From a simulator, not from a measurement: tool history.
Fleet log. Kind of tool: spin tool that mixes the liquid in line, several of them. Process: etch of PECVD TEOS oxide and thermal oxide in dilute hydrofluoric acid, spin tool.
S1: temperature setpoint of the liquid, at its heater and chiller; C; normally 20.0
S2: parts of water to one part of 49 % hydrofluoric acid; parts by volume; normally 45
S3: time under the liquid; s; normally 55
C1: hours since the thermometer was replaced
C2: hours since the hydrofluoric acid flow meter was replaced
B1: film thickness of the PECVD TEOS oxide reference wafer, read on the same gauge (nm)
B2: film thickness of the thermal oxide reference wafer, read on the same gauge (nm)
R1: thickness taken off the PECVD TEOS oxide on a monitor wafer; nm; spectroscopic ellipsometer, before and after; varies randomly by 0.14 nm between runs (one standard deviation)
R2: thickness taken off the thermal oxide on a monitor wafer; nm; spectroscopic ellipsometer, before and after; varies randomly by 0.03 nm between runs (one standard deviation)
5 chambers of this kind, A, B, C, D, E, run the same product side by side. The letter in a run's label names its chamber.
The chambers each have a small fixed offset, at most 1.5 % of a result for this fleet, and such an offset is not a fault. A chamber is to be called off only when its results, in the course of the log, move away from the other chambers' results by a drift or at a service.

run,hour,S1,S2,S3,C1,C2,B1,B2,R1,R2
1A,2.7,20.0,45,55,1341.2,109.4,40.056,100.010,14.925,5.1713
2E,5.6,20.0,45,55,892.5,679.3,39.996,100.010,14.802,5.1900
3C,8.5,20.0,45,55,1575.8,325.2,40.010,99.989,14.886,5.1571
4B,13.4,20.0,45,55,203.2,1302.8,39.974,99.986,14.883,5.1013
5D,17.6,20.0,45,55,268.3,106.6,39.994,100.000,14.893,5.1560
6C,21.1,20.0,45,55,1588.4,337.8,40.007,100.000,14.923,5.1551
7D,24.9,20.0,45,55,275.6,113.9,39.993,99.998,15.171,5.1721
8B,29.5,20.0,45,55,219.3,1318.9,39.951,100.000,14.623,5.1100
# hour 32.9: chamber B: hydrofluoric acid flow meter replaced
9A,34.6,17.5,45,55,1373.1,141.3,40.007,100.010,13.149,4.6118
10E,40.0,17.5,45,55,926.9,713.7,39.983,100.010,13.475,4.6305
11A,45.3,17.5,45,55,1383.8,152.0,39.999,100.010,13.241,4.5904
12C,49.7,17.5,45,55,1617.0,366.4,39.958,100.000,13.269,4.5770
13D,54.1,17.5,45,55,304.8,143.1,40.025,100.000,13.172,4.6340
14B,58.3,20.0,45,55,248.1,25.5,40.055,100.020,14.847,5.0284
15E,61.7,22.5,45,55,948.6,735.4,39.998,99.995,16.353,5.6623
16E,66.5,22.5,45,55,953.4,740.2,39.974,100.010,16.614,5.6833
17A,71.4,22.5,45,55,1409.9,178.1,40.019,99.992,16.495,5.6751
18D,74.6,22.5,45,55,325.3,163.6,40.000,99.995,16.486,5.6945
19C,78.7,22.5,45,55,1646.0,395.4,40.027,100.010,16.393,5.7272
20B,81.5,20.0,45,55,271.3,48.7,40.040,99.993,14.861,5.0570
21D,86.7,20.0,45,55,337.4,175.7,39.994,99.977,14.878,5.1504
22A,89.8,20.0,45,55,1428.3,196.5,39.979,99.988,14.882,5.1312
23C,94.8,20.0,45,55,1662.1,411.5,39.957,100.010,14.873,5.1022
24E,98.5,20.0,35,85,985.4,772.2,39.970,100.000,30.332,10.1400
25B,103.4,20.0,35,85,293.2,70.6,40.037,100.000,29.688,10.2230
26E,106.9,20.0,35,85,993.8,780.6,40.013,100.000,29.706,10.3050
27A,109.4,20.0,35,85,1447.9,216.1,39.994,100.000,29.511,10.2220
28C,114.2,20.0,35,85,1681.5,430.9,40.061,99.990,29.676,10.5230
29B,118.6,20.0,45,55,308.4,85.8,40.023,100.010,14.950,5.1000
30D,123.6,20.0,45,55,374.3,212.6,40.041,100.010,14.718,5.1107
31A,129.5,20.0,45,55,1468.0,236.2,39.996,100.000,14.983,5.1991
32C,133.4,20.0,45,55,1700.7,450.1,40.027,99.978,15.045,5.1287
33D,136.3,20.0,45,55,387.0,225.3,40.011,99.981,14.731,5.1335
34B,141.0,20.0,45,55,330.8,108.2,39.986,100.000,15.126,5.1139
35E,146.3,20.0,45,65,1033.2,820.0,39.996,100.010,17.540,6.0498
36D,150.3,20.0,45,65,401.0,239.3,39.973,100.010,17.630,6.1277
37B,155.3,20.0,45,65,345.1,122.5,40.024,99.994,17.752,6.0034
38E,160.1,20.0,45,65,1047.0,833.8,40.020,99.981,17.397,6.0724
39A,165.0,20.0,45,65,1503.5,271.7,39.959,99.980,17.706,6.0590

All chambers now run identical settings, listed one chamber a line with results as question marks. What results will each chamber show?
40A,169.2,21.5,45,55,,,,,?,?
40B,169.2,21.5,45,55,,,,,?,?
40C,169.2,21.5,45,55,,,,,?,?
40D,169.2,21.5,45,55,,,,,?,?
40E,169.2,21.5,45,55,,,,,?,?

run,R1,R2
40A,15.837,5.5196
40B,15.970,5.4369
40C,15.813,5.5246
40D,15.961,5.4489
40E,15.889,5.4403
